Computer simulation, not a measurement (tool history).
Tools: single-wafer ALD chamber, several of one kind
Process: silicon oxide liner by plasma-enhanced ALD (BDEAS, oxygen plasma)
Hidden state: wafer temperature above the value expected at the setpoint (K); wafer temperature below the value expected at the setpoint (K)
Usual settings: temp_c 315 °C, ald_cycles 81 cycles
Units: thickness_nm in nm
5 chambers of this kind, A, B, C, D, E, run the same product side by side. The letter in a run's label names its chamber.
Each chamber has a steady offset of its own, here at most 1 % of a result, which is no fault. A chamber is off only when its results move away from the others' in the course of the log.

| run | hour | temp_c | ald_cycles | hours since the last thermocouple change | read-back reference wafer on the same gauge, thickness_nm | thickness_nm |
|---|---|---|---|---|---|---|
| 1A | 4.7 | 315 | 81 | 59.0 | 6.3706 | 7.3367 |
| 2C | 14.0 | 315 | 81 | 1907.2 | 6.3696 | 7.4116 |
| 3E | 18.8 | 315 | 81 | 686.3 | 6.3691 | 7.3915 |
|  | 20.5 | chamber C: thermocouple changed; heater temperature recalibrated |
| 4B | 26.1 | 315 | 81 | 683.8 | 6.3700 | 7.3516 |
| 5D | 35.2 | 315 | 81 | 862.3 | 6.3670 | 7.4145 |
| 6C | 41.2 | 315 | 81 | 20.7 | 6.3641 | 7.4321 |
| 7A | 50.6 | 315 | 81 | 104.9 | 6.3646 | 7.3592 |
| 8B | 56.3 | 315 | 81 | 714.0 | 6.3658 | 7.3601 |
| 9E | 65.3 | 315 | 81 | 732.8 | 6.3653 | 7.3731 |
| 10D | 73.4 | 321 | 89 | 900.5 | 6.3633 | 8.0936 |
| 11E | 83.3 | 321 | 89 | 750.8 | 6.3635 | 8.0315 |
| 12C | 91.4 | 321 | 89 | 70.9 | 6.3611 | 8.0665 |
| 13B | 99.1 | 321 | 89 | 756.8 | 6.3626 | 7.9871 |
| 14A | 108.3 | 321 | 89 | 162.6 | 6.3622 | 7.9946 |
| 15D | 113.3 | 315 | 81 | 940.4 | 6.3606 | 7.4173 |
| 16C | 120.5 | 315 | 81 | 100.0 | 6.3597 | 7.4171 |
| 17B | 128.1 | 315 | 81 | 785.8 | 6.3602 | 7.3474 |
| 18A | 134.8 | 315 | 81 | 189.1 | 6.3588 | 7.3240 |
| 19E | 139.4 | 315 | 81 | 806.9 | 6.3586 | 7.3642 |
| 20D | 148.4 | 315 | 81 | 975.5 | 6.3577 | 7.4135 |
| 21B | 156.1 | 315 | 81 | 813.8 | 6.3559 | 7.3344 |
| 22E | 164.6 | 315 | 81 | 832.1 | 6.3585 | 7.3531 |
| 23C | 171.0 | 315 | 81 | 150.5 | 6.3548 | 7.4113 |
| 24A | 180.6 | 308 | 93 | 234.9 | 6.3581 | 8.5112 |
| 25D | 190.3 | 308 | 93 | 1017.4 | 6.3543 | 8.5893 |
| 26C | 198.0 | 308 | 93 | 177.5 | 6.3556 | 8.5895 |
| 27B | 207.9 | 308 | 93 | 865.6 | 6.3529 | 8.5034 |
| 28E | 215.0 | 308 | 93 | 882.5 | 6.3538 | 8.5372 |
| 29D | 224.3 | 315 | 81 | 1051.4 | 6.3517 | 7.4193 |
| 30A | 231.7 | 315 | 81 | 286.0 | 6.3526 | 7.3327 |
| 31A | 242.0 | 315 | 81 | 296.3 | 6.3510 | 7.3108 |
| 32C | 248.3 | 315 | 81 | 227.8 | 6.3506 | 7.3964 |
| 33D | 257.1 | 315 | 81 | 1084.2 | 6.3496 | 7.4091 |
| 34E | 263.5 | 315 | 81 | 931.0 | 6.3511 | 7.3569 |
| 35B | 273.4 | 315 | 81 | 931.1 | 6.3475 | 7.3208 |
| 36B | 283.3 | 315 | 81 | 941.0 | 6.3448 | 7.3329 |
| 37E | 290.5 | 315 | 81 | 958.0 | 6.3451 | 7.3583 |
| 38C | 299.8 | 315 | 81 | 279.3 | 6.3463 | 7.3934 |
| 39A | 309.5 | 315 | 81 | 363.8 | 6.3454 | 7.3365 |
| 40D | 316.4 | 315 | 81 | 1143.5 | 6.3440 | 7.4020 |
| 41A | 325.1 | 315 | 81 | 379.4 | 6.3444 | 7.3313 |
| 42D | 330.9 | 315 | 81 | 1158.0 | 6.3421 | 7.3886 |
| 43C | 341.3 | 325 | 91 | 320.8 | 6.3431 | 8.1843 |
| 44B | 347.2 | 325 | 91 | 1004.9 | 6.3406 | 8.1006 |

What goes on in this fleet: one chamber off, a drifting gauge, or nothing beyond the chambers' own small offsets? Name the chamber and the cause, if any.

The gauge drifts, so all chambers seem to drift together. No chamber is off.
Cause: gauge reads low (%) = 0.447.
